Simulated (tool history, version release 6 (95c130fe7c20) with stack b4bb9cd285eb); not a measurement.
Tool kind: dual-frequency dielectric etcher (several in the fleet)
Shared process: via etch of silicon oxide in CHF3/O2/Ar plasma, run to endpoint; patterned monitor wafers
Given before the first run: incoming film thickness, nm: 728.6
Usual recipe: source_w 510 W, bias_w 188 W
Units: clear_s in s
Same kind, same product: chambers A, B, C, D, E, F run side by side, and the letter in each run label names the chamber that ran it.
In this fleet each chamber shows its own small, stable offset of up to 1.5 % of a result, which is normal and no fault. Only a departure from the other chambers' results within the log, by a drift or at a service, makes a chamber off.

run   hour  source_w  bias_w  hours since the last wet clean  hours since the last source power generator calibration  hours since the last bias power generator calibration  clear_s
 1A    7.4       510     188                           324.5                                                   2630.2                                                 2114.1   389.55
 2E   14.9       510     188                           372.1                                                   1486.8                                                 4447.8   380.21
      15.8  -- chamber F: wet clean of the chamber
 3B   22.0       510     188                           387.3                                                   4259.1                                                  384.9   390.53
 4F   27.9       510     188                            12.1                                                    265.0                                                   48.6   390.17
 5D   31.6       510     188                           198.3                                                   3073.8                                                 4887.3   383.78
 6C   37.0       390     226                           198.7                                                   2561.4                                                 1525.2   402.12
 7D   45.2       390     226                           211.9                                                   3087.4                                                 4900.9   393.45
 8F   50.2       390     226                            34.4                                                    287.3                                                   70.9   408.39
 9E   56.3       390     226                           413.5                                                   1528.2                                                 4489.2   397.53
10A   63.8       390     226                           380.9                                                   2686.6                                                 2170.5   402.41
11C   69.8       390     226                           231.5                                                   2594.2                                                 1558.0   401.30
12B   77.1       510     188                           442.4                                                   4314.2                                                  440.0   388.79
13D   82.0       470     188                           248.7                                                   3124.2                                                 4937.7   390.89
14C   86.9       470     188                           248.6                                                   2611.3                                                 1575.1   397.38
15A   92.1       470     188                           409.2                                                   2714.9                                                 2198.8   397.02
16B  100.7       470     188                           466.0                                                   4337.8                                                  463.6   403.85
17F  106.2       470     188                            90.4                                                    343.3                                                  126.9   403.41
18E  113.4       470     188                           470.6                                                   1585.3                                                 4546.3   395.87
19B  118.0       510     188                           483.3                                                   4355.1                                                  480.9   387.18
20E  123.6       510     188                           480.8                                                   1595.5                                                 4556.5   384.00
21F  129.1       610     215                           113.3                                                    366.2                                                  149.8   346.09
22C  134.7       610     215                           296.4                                                   2659.1                                                 1622.9   342.41
23A  142.9       610     215                           460.0                                                   2765.7                                                 2249.6   344.72
     145.8  -- chamber B: wet clean of the chamber
24D  151.2       610     215                           317.9                                                   3193.4                                                 5006.9   334.22
     156.6  -- chamber B: source power generator calibrated
25A  158.6       610     215                           475.7                                                   2781.4                                                 2265.3   344.09
26E  163.6       610     215                           520.8                                                   1635.5                                                 4596.5   342.61
27C  168.7       510     166                           330.4                                                   2693.1                                                 1656.9   406.51
     174.6  -- chamber E: wet clean of the chamber
28B  175.3       510     166                            29.6                                                     18.7                                                  538.2   408.10
29D  181.4       510     166                           348.1                                                   3223.6                                                 5037.1   388.20
30F  189.5       510     166                           173.7                                                    426.6                                                  210.2   405.57
31B  194.2       510     166                            48.5                                                     37.6                                                  557.1   409.90
     194.3  -- chamber D: bias power generator calibrated
32E  202.6       510     166                            28.0                                                   1674.5                                                 4635.5   396.84
33F  209.7       510     188                           193.9                                                    446.8                                                  230.4   391.04
     214.6  -- chamber A: wet clean of the chamber
34C  217.3       510     188                           379.0                                                   2741.7                                                 1705.5   388.04
35D  221.2       510     188                           387.9                                                   3263.4                                                   26.9   367.96
36A  229.5       510     188                            14.9                                                   2852.3                                                 2336.2   383.99
37B  235.2       510     188                            89.5                                                     78.6                                                  598.1   392.54

Decide between three cases: one chamber stands off from its peers, the gauge reading all wafers drifts, or nothing is wrong past each chamber's small offset. Where a chamber is off, say which and what most likely put it there.

Little by little, chamber D moves away from the other chambers.
Likeliest cause: etch rate over this chamber's usual, % = 4.77.

Which of the 4 candidates below, each the usual settings with something changed and its results left as question marks, puts chamber D back in line with what the other chambers give on the usual settings?
Counts as in line when no further than this from what the other chambers average on the usual settings: clear_s 7.60 s
38D-1  241.4       550     202                                                                                                                                                        ?
38D-2  241.4       470     174                                                                                                                                                        ?
38D-3  241.4       510     201                                                                                                                                                        ?
38D-4  241.4       510     175                                                                                                                                                        ?

Other chambers, usual settings, mean: clear_s 387.22 s
  run  clear_s
38D-1   346.02
38D-2   386.09
38D-3   356.52
38D-4   373.71
The right change is 38D-2: it brings the chamber back within the allowed miss of the others.
